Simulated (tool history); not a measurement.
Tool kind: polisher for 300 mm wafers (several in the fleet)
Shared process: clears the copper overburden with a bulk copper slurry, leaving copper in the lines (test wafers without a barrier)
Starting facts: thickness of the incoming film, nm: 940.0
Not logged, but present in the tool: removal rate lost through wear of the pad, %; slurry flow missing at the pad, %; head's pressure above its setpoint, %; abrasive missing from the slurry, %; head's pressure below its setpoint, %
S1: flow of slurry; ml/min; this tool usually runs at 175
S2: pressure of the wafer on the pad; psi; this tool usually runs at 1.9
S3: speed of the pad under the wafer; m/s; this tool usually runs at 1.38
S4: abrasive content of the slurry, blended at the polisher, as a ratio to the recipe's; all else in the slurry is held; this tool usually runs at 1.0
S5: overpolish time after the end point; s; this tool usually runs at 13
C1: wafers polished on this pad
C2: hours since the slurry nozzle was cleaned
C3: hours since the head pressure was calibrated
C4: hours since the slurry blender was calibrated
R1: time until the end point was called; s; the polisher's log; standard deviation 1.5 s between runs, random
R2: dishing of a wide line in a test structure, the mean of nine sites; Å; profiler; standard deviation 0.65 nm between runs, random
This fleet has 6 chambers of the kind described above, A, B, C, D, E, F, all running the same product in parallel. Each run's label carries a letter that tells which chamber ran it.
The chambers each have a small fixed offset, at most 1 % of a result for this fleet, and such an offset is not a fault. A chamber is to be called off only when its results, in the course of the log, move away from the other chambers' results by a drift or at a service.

run   hour   S1   S2    S3   S4  S5    C1     C2     C3     C4       R1      R2
       3.0  -- chamber A: worn pad replaced by a new one
       5.8  -- chamber C: slurry nozzle cleaned
 1B    7.6  175  1.9  1.38  1.0  13   108  136.8  733.7  164.6   92.591  264.87
       9.8  -- chamber C: worn pad replaced by a new one
 2E   16.2  175  1.9  1.38  1.0  13   431  312.0  252.8   48.8   94.404  263.42
 3F   26.2  175  1.9  1.38  1.0  13   551  205.8  100.6  158.4   96.755  260.30
      33.3  -- chamber F: slurry blender recalibrated
 4C   35.9  175  1.9  1.38  1.0  13   237   30.1  875.7  350.4   94.096  268.18
 5D   47.2  175  1.9  1.38  1.0  13   627  493.7  103.5  241.7   96.115  275.48
      49.3  -- chamber B: slurry blender recalibrated
      49.8  -- chamber A: slurry blender recalibrated
 6A   53.9  175  1.9  1.38  1.0  13   462  609.8  732.5    4.2   99.814  263.64
 7D   63.2  175  1.9  1.38  1.0  13   772  509.7  119.5  257.7   96.204  254.56
      69.4  -- chamber B: slurry nozzle cleaned
 8B   74.0  175  1.9  1.38  1.0  13   711    4.6  800.1   24.7   98.661  264.26
      75.4  -- chamber F: worn pad replaced by a new one
 9E   84.3  175  1.9  1.38  1.0  13  1049  380.1  320.9  116.9   94.853  279.53
      89.1  -- chamber B: worn pad replaced by a new one
10A   92.3  175  1.9  1.38  1.0  13   811  648.2  770.9   42.6   95.486  269.38
      93.6  -- chamber B: head pressure recalibrated
11F  101.2  175  1.9  1.38  1.0  13   234  280.8  175.6   68.0   93.371  264.74
     102.7  -- chamber C: worn pad replaced by a new one
     105.3  -- chamber A: worn pad replaced by a new one
12C  108.6  175  1.9  1.38  1.0  13    53  102.8  948.4  423.1   95.765  267.26
     115.4  -- chamber D: slurry blender recalibrated
13A  117.6  175  1.9  1.38  1.0  13   112  673.5  796.2   67.9   94.507  272.13
     126.1  -- chamber E: worn pad replaced by a new one
14E  128.9  175  1.9  1.38  1.0  13    25  424.7  365.5  161.5   94.087  266.29
15D  138.1  175  1.9  1.38  1.0  13  1452  584.6  194.4   22.7  100.320  270.14
16B  148.1  175  1.9  1.38  1.0  13   536   78.7   54.5   98.8   94.792  260.04
17C  157.8  175  1.9  1.38  1.0  13   500  152.0  997.6  472.3   92.141  272.09
     166.7  -- chamber C: head pressure recalibrated
18F  167.0  175  1.9  1.60  1.0   6   831  346.6  241.4  133.8   81.603  238.19
     170.6  -- chamber F: slurry blender recalibrated
19B  171.9  175  1.9  1.60  1.0   6   752  102.5   78.3  122.6   81.938  233.76
20A  183.2  175  1.9  1.60  1.0   6   707  739.1  861.8  133.5   82.657  226.43
     184.0  -- chamber F: worn pad replaced by a new one
21D  190.1  175  1.9  1.60  1.0   6  1924  636.6  246.4   74.7   90.311  231.22
     190.7  -- chamber F: slurry nozzle cleaned
     194.4  -- chamber B: worn pad replaced by a new one
22C  199.5  175  1.9  1.60  1.0   6   879  193.7   32.9  514.0   84.734  236.53
     207.4  -- chamber A: worn pad replaced by a new one
23F  207.4  175  1.9  1.60  1.0   6   212   16.8  281.8   36.9   82.929  239.29
24E  216.2  140  1.9  1.78  1.0  13   818  512.0  452.8  248.8   78.304  265.59
     225.8  -- chamber C: worn pad replaced by a new one
25C  226.5  140  1.9  1.78  1.0  13     7  220.7   59.9  541.0   75.733  264.38
     227.2  -- chamber C: slurry blender recalibrated
26A  235.9  140  1.9  1.78  1.0  13   259  791.8  914.5  186.2   76.438  273.72
27F  247.2  140  1.9  1.78  1.0  13   573   56.6  321.6   76.7   76.954  268.42
28B  253.4  140  1.9  1.78  1.0  13   535  184.0  159.8  204.1   77.381  265.05
29D  259.0  140  1.9  1.78  1.0  13  2550  705.5  315.3  143.6   83.240  264.34
     259.5  -- chamber E: worn pad replaced by a new one
     263.0  -- chamber B: slurry blender recalibrated
30E  269.1  175  1.9  1.38  1.0  13    87  564.9  505.7  301.7   98.769  271.60
     275.6  -- chamber D: slurry nozzle cleaned
31C  279.8  175  1.9  1.38  1.0  13   491  274.0  113.2   52.6   93.586  273.73
     286.9  -- chamber B: worn pad replaced by a new one
32B  286.9  175  1.9  1.38  1.0  13     0  217.5  193.3   23.9   95.015  267.11
33F  297.1  175  1.9  1.38  1.0  13  1026  106.5  371.5  126.6   95.310  259.65
34D  302.4  175  1.9  1.38  1.1  18  2944   26.9  358.7  187.0  106.120  265.30
     305.6  -- chamber A: worn pad replaced by a new one
35A  308.4  175  1.9  1.38  1.1  18    26  864.3  987.0  258.7   96.638  272.28
36E  314.2  175  1.9  1.38  1.1  18   496  610.0  550.8  346.8   93.521  262.78

All 6 chambers run these settings next. Forecast each chamber's results:
37A  322.3  175  1.9  1.64  1.0  13                   ?   ?
37B  322.3  175  1.9  1.64  1.0  13                   ?   ?
37C  322.3  175  1.9  1.64  1.0  13                   ?   ?
37D  322.3  175  1.9  1.64  1.0  13                   ?   ?
37E  322.3  175  1.9  1.64  1.0  13                   ?   ?
37F  322.3  175  1.9  1.64  1.0  13                   ?   ?

run      R1      R2
37A  81.012  285.11
37B  77.610  261.61
37C  82.885  262.92
37D  92.703  255.72
37E  79.232  282.31
37F  82.630  268.85

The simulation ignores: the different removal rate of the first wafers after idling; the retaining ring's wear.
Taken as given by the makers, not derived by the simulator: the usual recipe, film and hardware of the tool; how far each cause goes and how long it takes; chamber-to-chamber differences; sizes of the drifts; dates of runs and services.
